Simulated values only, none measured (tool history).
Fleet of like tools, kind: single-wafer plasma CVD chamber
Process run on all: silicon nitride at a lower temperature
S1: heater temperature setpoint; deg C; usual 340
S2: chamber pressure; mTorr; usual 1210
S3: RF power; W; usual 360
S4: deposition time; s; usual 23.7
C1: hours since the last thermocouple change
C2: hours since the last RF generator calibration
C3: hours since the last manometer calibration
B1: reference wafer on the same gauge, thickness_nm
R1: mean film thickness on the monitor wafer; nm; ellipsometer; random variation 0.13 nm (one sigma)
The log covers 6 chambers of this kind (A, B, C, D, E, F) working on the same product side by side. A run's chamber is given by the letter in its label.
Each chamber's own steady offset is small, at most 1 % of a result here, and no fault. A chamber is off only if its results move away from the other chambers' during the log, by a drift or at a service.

run   hour   S1    S2   S3    S4     C1      C2      C3      B1      R1
 1E      3  340  1210  360  23.7  564.6   901.6   814.9  26.869   29.29
 2B    6.5  340  1210  360  23.7  824.2   281.1     638  26.927  29.145
 3C   10.2  340  1210  360  23.7  730.8  1119.6  1042.5  26.863  28.776
 4F   14.4  340  1210  360  23.7  548.2  1269.6  1890.5  26.918  29.341
 5A   18.1  340  1210  360  23.7  884.2   490.6   952.3  26.874  29.207
      19.4  -- chamber D: capacitance manometer re-zeroed and calibrated
 6D   22.4  340  1210  360  23.7    303  1768.8     3.1  26.924  29.299
 7F     26  340  1210  360  23.7  559.8  1281.2  1902.1  26.891  29.386
 8A     30  340  1210  360  23.7  896.1   502.5   964.2  26.898  29.307
 9D     32  340  1210  360  23.7  312.6  1778.4    12.7  26.894  29.415
10E   35.8  340  1210  360  23.7  597.4   934.4   847.7  26.926  29.256
11B   39.7  340  1210  360  23.7  857.4   314.3   671.2  26.914  29.007
12C     43  340  1210  360  23.7  763.6  1152.4  1075.3   26.91  28.844
13A   46.1  340  1210  360  23.7  912.2   518.6   980.3  26.886  29.428
14C   48.7  340  1210  360  23.7  769.3  1158.1    1081  26.899  28.745
15D   52.2  340  1210  360  23.7  332.8  1798.6    32.9  26.906  29.177
16F   55.8  340  1210  360  23.7  589.6    1311  1931.9  26.887  29.156
17E   59.2  340  1210  360  23.7  620.8   957.8   871.1  26.899  29.358
18B   61.2  340  1210  360  20.1  878.9   335.8   692.7  26.875   24.64
19A   64.2  340  1210  360  20.1  930.3   536.7   998.4  26.881  24.893
20C   66.9  340  1210  360  20.1  787.5  1176.3  1099.2  26.902  24.435
21E   70.8  340  1210  360  20.1  632.4   969.4   882.7  26.912  24.941
22B   72.8  340  1210  360  20.1  890.5   347.4   704.3    26.9  24.655
23F   74.9  340  1210  360  20.1  608.7  1330.1    1951  26.894  25.006
24D     77  340  1210  360  23.7  357.6  1823.4    57.7  26.867  29.053
25F   79.2  340  1210  360  23.7    613  1334.4  1955.3  26.879  29.534
26B   83.5  340  1210  360  23.7  901.2   358.1     715  26.927  28.881
27E   87.5  340  1210  360  23.7  649.1   986.1   899.4  26.902    29.2
28C   89.7  340  1210  360  23.7  810.3  1199.1    1122  26.886  28.349
29D   91.9  340  1210  360  23.7  372.5  1838.3    72.6  26.926  29.347
30A   95.6  340  1210  360  23.7  961.7   568.1  1029.8  26.873  29.083
      98.6  -- chamber E: capacitance manometer re-zeroed and calibrated
31E   98.6  340  1110  360  19.4  660.2   997.2       0  26.904  23.506
32D  102.8  340  1110  360  19.4  383.4  1849.2    83.5  26.889  23.293
33A  106.4  340  1110  360  19.4  972.5   578.9  1040.6  26.909  23.403
34B  109.4  340  1110  360  19.4  927.1     384   740.9  26.892  23.151
35F  113.5  340  1110  360  19.4  647.3  1368.7  1989.6  26.892  23.506
36C  117.8  340  1110  360  19.4  838.4  1227.2  1150.1  26.888  22.509
37F  122.1  340  1210  360  23.7  655.9  1377.3  1998.2  26.926  29.214
38A  126.2  340  1210  360  23.7  992.3   598.7  1060.4   26.91  29.067
39C  128.9  340  1210  360  23.7  849.5  1238.3  1161.2  26.905  27.744
40D  132.3  340  1210  360  23.7  412.9  1878.7     113  26.881  29.081

All 6 chambers run these settings next. Forecast each chamber's results:
41A  135.5  340  1210  360  23.7                   ?
41B  135.5  340  1210  360  23.7                   ?
41C  135.5  340  1210  360  23.7                   ?
41D  135.5  340  1210  360  23.7                   ?
41E  135.5  340  1210  360  23.7                   ?
41F  135.5  340  1210  360  23.7                   ?

run      R1
41A  29.184
41B  29.052
41C  27.677
41D  29.097
41E   29.22
41F  29.255
